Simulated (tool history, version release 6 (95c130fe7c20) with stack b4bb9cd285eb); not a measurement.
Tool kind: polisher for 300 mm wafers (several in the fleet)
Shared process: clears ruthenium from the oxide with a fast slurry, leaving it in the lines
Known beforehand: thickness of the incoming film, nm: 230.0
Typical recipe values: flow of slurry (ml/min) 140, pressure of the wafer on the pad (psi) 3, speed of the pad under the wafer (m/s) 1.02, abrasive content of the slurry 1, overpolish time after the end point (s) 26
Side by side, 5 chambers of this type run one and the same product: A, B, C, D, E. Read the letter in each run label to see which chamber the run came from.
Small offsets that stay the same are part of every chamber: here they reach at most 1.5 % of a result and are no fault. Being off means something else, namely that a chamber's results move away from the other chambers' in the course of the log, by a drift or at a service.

| run | hour | flow of slurry (ml/min) | pressure of the wafer on the pad (psi) | speed of the pad under the wafer (m/s) | abrasive content of the slurry | overpolish time after the end point (s) | time until the end point was called (s) | dishing of a wide line in a test structure (angstrom) |
|---|---|---|---|---|---|---|---|---|
| 1D | 2.7 | 140 | 3 | 1.02 | 1 | 26 | 55.179 | 366.25 |
| 2E | 5.2 | 140 | 3 | 1.02 | 1 | 26 | 54.924 | 372.11 |
| 3C | 7.3 | 140 | 3 | 1.02 | 1 | 26 | 54.762 | 370.4 |
|  | 9.7 | chamber C: worn pad replaced by a new one |
| 4B | 10 | 140 | 3 | 1.02 | 1 | 26 | 55.349 | 367.69 |
|  | 11.8 | chamber B: worn pad replaced by a new one |
| 5A | 14.2 | 140 | 3 | 1.02 | 1 | 26 | 54.673 | 366.34 |
|  | 17 | chamber E: worn pad replaced by a new one |
| 6E | 18.1 | 140 | 3 | 1.02 | 1 | 26 | 53.914 | 369.62 |
| 7D | 20.4 | 140 | 3 | 1.02 | 1 | 26 | 55.631 | 376.84 |
| 8A | 24.8 | 140 | 3 | 1.02 | 1 | 26 | 56.07 | 371.24 |
| 9B | 29.3 | 140 | 2 | 1.02 | 0.75 | 26 | 95.634 | 305.02 |
| 10C | 33.8 | 140 | 2 | 1.02 | 0.75 | 26 | 97.292 | 308.29 |
| 11D | 37 | 140 | 2 | 1.02 | 0.75 | 26 | 94.927 | 309.79 |
|  | 41.1 | chamber A: head pressure recalibrated |
| 12E | 41.1 | 140 | 2 | 1.02 | 0.75 | 26 | 95.959 | 314.49 |
| 13C | 44.4 | 140 | 2 | 1.02 | 0.75 | 26 | 96.48 | 310.77 |
| 14A | 47.8 | 140 | 3 | 1.02 | 1 | 26 | 54.389 | 371.53 |
| 15B | 52.3 | 140 | 3 | 1.02 | 1 | 26 | 55.147 | 371.32 |
|  | 54.9 | chamber A: worn pad replaced by a new one |
| 16B | 55 | 140 | 3 | 1.02 | 1 | 26 | 53.244 | 365.04 |
|  | 57.5 | chamber D: worn pad replaced by a new one |
| 17D | 57.6 | 140 | 3 | 1.02 | 1 | 26 | 55.806 | 373.22 |
| 18C | 61.9 | 140 | 3 | 1.02 | 1 | 26 | 55.934 | 378.05 |
|  | 63.6 | chamber B: worn pad replaced by a new one |
| 19E | 65.3 | 140 | 4 | 1.02 | 1 | 12 | 40.912 | 319.47 |
|  | 67.2 | chamber E: worn pad replaced by a new one |
| 20A | 68.6 | 140 | 4 | 1.02 | 1 | 12 | 41.071 | 302.11 |
| 21C | 72.6 | 140 | 4 | 1.02 | 1 | 12 | 41.381 | 314.49 |
| 22B | 76.7 | 140 | 4 | 1.02 | 1 | 12 | 39.828 | 319.24 |
| 23A | 79.5 | 140 | 4 | 1.02 | 1 | 12 | 40.656 | 313.3 |
| 24D | 83.8 | 140 | 2.1 | 1.02 | 1 | 32 | 76.951 | 362.6 |
| 25E | 87.6 | 140 | 2.1 | 1.02 | 1 | 32 | 80.345 | 363.39 |
| 26A | 91.1 | 140 | 2.1 | 1.02 | 1 | 32 | 77.937 | 349.2 |
| 27B | 94.1 | 140 | 2.1 | 1.02 | 1 | 32 | 79.026 | 353.87 |
| 28D | 97.4 | 140 | 2.1 | 1.02 | 1 | 32 | 78.707 | 363.17 |
| 29E | 99.9 | 140 | 3 | 1.02 | 1 | 26 | 55.386 | 376.89 |
| 30C | 103.7 | 140 | 3 | 1.02 | 1 | 26 | 55.339 | 380.45 |
|  | 104.2 | chamber C: slurry blender recalibrated |
|  | 106.1 | chamber A: worn pad replaced by a new one |
| 31C | 107.4 | 140 | 3 | 1.02 | 1 | 26 | 56.282 | 365.5 |
| 32A | 110.6 | 140 | 3 | 1.36 | 1 | 26 | 41.319 | 389.02 |

Has any chamber moved away from the others, gradually or after a service, or does the common gauge drift, or do the chambers differ only by their own small steady offsets? State the chamber and the most likely cause if one applies.

The fleet is healthy, with each chamber sitting at its usual small offset and no drift in the gauge.

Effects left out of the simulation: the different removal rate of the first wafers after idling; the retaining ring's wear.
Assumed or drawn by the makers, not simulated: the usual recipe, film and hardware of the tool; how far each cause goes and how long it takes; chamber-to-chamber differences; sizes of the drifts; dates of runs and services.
